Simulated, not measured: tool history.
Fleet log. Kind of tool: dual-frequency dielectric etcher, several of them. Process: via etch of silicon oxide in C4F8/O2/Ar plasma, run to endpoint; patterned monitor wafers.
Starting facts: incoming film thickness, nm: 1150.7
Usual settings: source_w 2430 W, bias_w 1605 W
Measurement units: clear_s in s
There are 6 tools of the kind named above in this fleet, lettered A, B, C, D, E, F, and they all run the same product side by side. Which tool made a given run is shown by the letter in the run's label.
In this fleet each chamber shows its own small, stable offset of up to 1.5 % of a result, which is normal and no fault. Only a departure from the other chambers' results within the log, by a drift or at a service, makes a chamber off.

At hour 11.4: chamber D: wet clean of the chamber.
Run 1E, hour 11.8: usual settings. Result: clear_s 223.28 s.
Run 2A, hour 19.7: usual settings. Result: clear_s 223.70 s.
Run 3D, hour 29.1: usual settings. Result: clear_s 221.49 s.
Run 4F, hour 39.7: usual settings. Result: clear_s 224.42 s.
Run 5B, hour 48.4: usual settings. Result: clear_s 223.06 s.
Run 6C, hour 61.8: usual settings but source_w 2910 W. Result: clear_s 207.47 s.
Run 7F, hour 69.6: usual settings but source_w 2910 W. Result: clear_s 210.28 s.
Run 8A, hour 78.4: usual settings but source_w 2910 W. Result: clear_s 209.26 s.
Run 9B, hour 87.4: usual settings but source_w 2910 W. Result: clear_s 204.19 s.
Run 10D, hour 96.3: usual settings but source_w 2910 W. Result: clear_s 207.84 s.
Run 11E, hour 105.5: usual settings but source_w 2910 W. Result: clear_s 207.90 s.
Run 12C, hour 115.2: usual settings but source_w 3000 W, bias_w 1821 W. Result: clear_s 196.09 s.
Run 13E, hour 121.8: usual settings but source_w 3000 W, bias_w 1821 W. Result: clear_s 199.38 s.
Run 14F, hour 132.4: usual settings but source_w 3000 W, bias_w 1821 W. Result: clear_s 200.93 s.
Run 15A, hour 140.4: usual settings but source_w 3000 W, bias_w 1821 W. Result: clear_s 200.56 s.
Run 16C, hour 153.2: usual settings but source_w 3000 W, bias_w 1821 W. Result: clear_s 195.22 s.
At hour 159.7: chamber E: wet clean of the chamber.
Run 17B, hour 160.3: usual settings but source_w 3000 W, bias_w 1821 W. Result: clear_s 195.44 s.
At hour 165.3: chamber C: source power generator calibrated.
Run 18D, hour 167.0: usual settings. Result: clear_s 219.79 s.
Run 19A, hour 180.9: usual settings. Result: clear_s 225.66 s.
Run 20C, hour 191.2: usual settings. Result: clear_s 219.74 s.
At hour 197.1: chamber C: wet clean of the chamber.
Run 21B, hour 202.0: usual settings. Result: clear_s 220.08 s.
Run 22E, hour 215.5: usual settings but source_w 2190 W, bias_w 1478 W. Result: clear_s 239.88 s.
At hour 220.5: chamber B: wet clean of the chamber.
Run 23D, hour 225.1: usual settings but source_w 2190 W, bias_w 1478 W. Result: clear_s 238.91 s.
Run 24F, hour 232.6: usual settings but source_w 2190 W, bias_w 1478 W. Result: clear_s 237.27 s.
Run 25E, hour 246.3: usual settings but source_w 2190 W, bias_w 1478 W. Result: clear_s 242.21 s.
Run 26A, hour 255.5: usual settings but source_w 2190 W, bias_w 1478 W. Result: clear_s 239.56 s.
At hour 262.6: chamber F: wet clean of the chamber.
Run 27D, hour 266.9: usual settings but source_w 2190 W, bias_w 1478 W. Result: clear_s 236.01 s.
Run 28C, hour 275.4: usual settings. Result: clear_s 220.84 s.
Run 29B, hour 289.9: usual settings. Result: clear_s 217.79 s.
Run 30F, hour 298.4: usual settings. Result: clear_s 223.88 s.
At hour 304.1: chamber D: wet clean of the chamber.
Run 31F, hour 310.8: usual settings. Result: clear_s 225.05 s.
Run 32A, hour 324.1: usual settings. Result: clear_s 224.80 s.
Run 33D, hour 336.1: usual settings. Result: clear_s 213.11 s.
Run 34B, hour 347.3: usual settings. Result: clear_s 220.59 s.
Run 35E, hour 358.5: usual settings. Result: clear_s 222.15 s.
Run 36C, hour 368.8: usual settings. Result: clear_s 218.86 s.
Run 37F, hour 382.4: usual settings. Result: clear_s 225.10 s.
At hour 393.7: chamber D: bias power generator calibrated.
Run 38D, hour 395.5: usual settings. Result: clear_s 211.27 s.
Run 39E, hour 410.0: usual settings. Result: clear_s 221.03 s.
At hour 417.6: chamber A: wet clean of the chamber.
Run 40C, hour 424.4: usual settings. Result: clear_s 223.04 s.
Run 41B, hour 436.7: usual settings. Result: clear_s 220.59 s.
Run 42A, hour 448.2: usual settings. Result: clear_s 226.50 s.
Run 43A, hour 460.6: usual settings. Result: clear_s 224.74 s.
Run 44D, hour 468.3: usual settings. Result: clear_s 212.86 s.

Has any chamber moved away from the others, gradually or after a service, or does the common gauge drift, or do the chambers differ only by their own small steady offsets? State the chamber and the most likely cause if one applies.

Chamber D came out of a service off from its peers and stayed that way.
Likeliest cause: etch rate over this chamber's usual, % = 4.76.

Here are 4 candidates for chamber D's next run, each the usual settings with a change, their results left as question marks. Which one brings its results back in line with what the others give on the usual settings?
In line means no further than this from the other chambers' mean on the usual settings: clear_s 5.00 s
Run 45D-1, hour 479.1: usual settings but source_w 2640 W, bias_w 1695 W. Result: clear_s ?.
Run 45D-2, hour 479.1: usual settings but source_w 2220 W, bias_w 1515 W. Result: clear_s ?.
Run 45D-3, hour 479.1: usual settings but source_w 2050 W, bias_w 1439 W. Result: clear_s ?.
Run 45D-4, hour 479.1: usual settings but bias_w 2166 W. Result: clear_s ?.

Other chambers, usual settings, mean: clear_s 222.71 s
  run  clear_s
45D-1   200.84
45D-2   222.00
45D-3   232.43
45D-4   193.93
45D-2 puts the chamber back in line with the other chambers.

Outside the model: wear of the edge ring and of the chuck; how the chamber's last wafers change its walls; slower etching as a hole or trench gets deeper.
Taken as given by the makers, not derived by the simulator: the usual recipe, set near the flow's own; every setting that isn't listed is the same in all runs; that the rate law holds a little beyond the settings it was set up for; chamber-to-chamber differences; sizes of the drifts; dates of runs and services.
